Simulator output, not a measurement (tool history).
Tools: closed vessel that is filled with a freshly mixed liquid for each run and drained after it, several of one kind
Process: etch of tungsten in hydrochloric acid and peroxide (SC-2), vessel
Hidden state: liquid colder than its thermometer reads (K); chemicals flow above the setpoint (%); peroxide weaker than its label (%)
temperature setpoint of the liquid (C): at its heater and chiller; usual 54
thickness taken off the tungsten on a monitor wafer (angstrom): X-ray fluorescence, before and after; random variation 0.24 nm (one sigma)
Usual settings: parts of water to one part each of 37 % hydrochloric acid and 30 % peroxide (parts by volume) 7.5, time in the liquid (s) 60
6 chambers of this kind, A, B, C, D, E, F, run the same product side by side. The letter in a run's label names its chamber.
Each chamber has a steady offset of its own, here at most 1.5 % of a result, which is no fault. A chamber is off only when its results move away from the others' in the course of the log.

run	day	temperature setpoint of the liquid (C)	parts of water to one part each of 37 % hydrochloric acid and 30 % peroxide (parts by volume)	time in the liquid (s)	hours since the thermometer was replaced	hours since the chemicals flow meter was replaced	hours since the drum of peroxide was connected	read-back film thickness of the tungsten reference wafer, read on the same gauge (nm)	thickness taken off the tungsten on a monitor wafer (angstrom)
1E	0.458	54	7.5	60	345.5	24.5	510.7	50.005	341.29
2A	0.758	54	7.5	60	1133.6	647.2	901.2	49.98	351.14
3B	1.242	54	7.5	60	844.7	1097	266	50.012	353.71
4F	1.492	54	7.5	60	484.6	480.5	733.4	50.03	348.76
5D	1.912	54	7.5	60	828.7	1209.3	59.7	50.005	354.74
# day 1.954: chamber D: chemicals flow meter replaced
6C	2.333	54	7.5	60	2122.4	586.9	966.9	49.988	349.39
7A	2.604	54	7.5	60	1177.9	691.5	945.5	50.001	348.05
8E	3.138	54	7.5	60	409.8	88.8	575	50.011	344.24
9B	3.554	54	7.5	60	900.2	1152.5	321.5	49.999	350.98
10C	3.946	54	7.5	60	2161.1	625.6	1005.6	49.995	345.51
11F	4.454	54	7.5	60	555.7	551.6	804.5	49.993	344.75
12D	4.838	54	7.5	60	898.9	69.2	129.9	50.003	347.96
13E	5.125	54	7.5	60	457.5	136.5	622.7	50.012	342.32
14A	5.533	54	7.5	60	1248.2	761.8	1015.8	50.02	354.13
15D	5.996	54	7.5	60	926.7	97	157.7	50.015	345.92
16B	6.262	54	7.5	60	965.2	1217.5	386.5	49.999	356.19
17F	6.788	54	7.5	60	611.7	607.6	860.5	49.968	346
18C	7.083	54	7.5	60	2236.4	700.9	1080.9	50.005	343.64
19C	7.554	54	7.5	60	2247.7	712.2	1092.2	50.005	339.28
# day 7.8: chamber F: new drum of peroxide connected
20D	7.967	54	7.5	60	974	144.3	205	49.999	352.76
21E	8.242	54	7.5	75	532.3	211.3	697.5	50.007	429.26
22F	8.717	54	7.5	75	658	653.9	22	50.007	434.26
# day 8.904: chamber B: new drum of peroxide connected
# day 8.912: chamber B: thermometer replaced
23A	9.117	54	7.5	75	1334.2	847.8	1101.8	50	433.76
24B	9.429	54	7.5	75	12.4	1293.5	12.7	50.001	446.92
25D	9.804	54	7.5	75	1018.1	188.4	249.1	50.028	435.62
26B	10.258	54	7.5	75	32.3	1313.4	32.6	49.995	443.31
27C	10.529	54	7.5	60	2319.1	783.6	1163.6	50.003	338.07
# day 10.867: chamber D: thermometer replaced
28A	10.979	54	7.5	60	1378.9	892.5	1146.5	49.987	350.71
29F	11.358	54	7.5	60	721.4	717.3	85.4	50.003	350.11
30E	11.812	54	7.5	60	618	297	783.2	50.013	343.83
# day 11.858: chamber F: chemicals flow meter replaced
31D	12.304	54	7.5	60	34.6	248.4	309.1	50.004	348.95
32C	12.667	54	7.5	60	2370.4	834.9	1214.9	49.988	330.71
33A	12.958	54	7.5	60	1426.4	940	1194	50.007	346.99
34E	13.404	54	7.5	60	656.2	335.2	821.4	49.996	346.91
35B	13.658	54	7.5	60	113.9	1395	114.2	50.01	354.02
36F	13.983	54	7.5	80	784.4	51.1	148.4	50.007	468.16
37B	14.446	54	7.5	80	132.8	1413.9	133.1	49.992	474.67
38C	15	54	7.5	80	2426.4	890.9	1270.9	49.999	440.26
39F	15.312	54	7.5	80	816.3	83	180.3	50.017	464
40A	15.696	54	7.5	80	1492.1	1005.7	1259.7	49.994	466.65
41E	16.125	54	7.5	80	721.5	400.5	886.7	49.997	461.19
42D	16.475	54	7.5	60	134.7	348.5	409.2	50.008	349.33
43B	16.729	54	7.5	60	187.6	1468.7	187.9	50.006	353.47

Next, every chamber runs the same settings. What will each give?
44A	17.138	54	7.5	60					?
44B	17.138	54	7.5	60					?
44C	17.138	54	7.5	60					?
44D	17.138	54	7.5	60					?
44E	17.138	54	7.5	60					?
44F	17.138	54	7.5	60					?

run	thickness taken off the tungsten on a monitor wafer (angstrom)
44A	350.4
44B	355.46
44C	328.15
44D	350.04
44E	345
44F	345.83

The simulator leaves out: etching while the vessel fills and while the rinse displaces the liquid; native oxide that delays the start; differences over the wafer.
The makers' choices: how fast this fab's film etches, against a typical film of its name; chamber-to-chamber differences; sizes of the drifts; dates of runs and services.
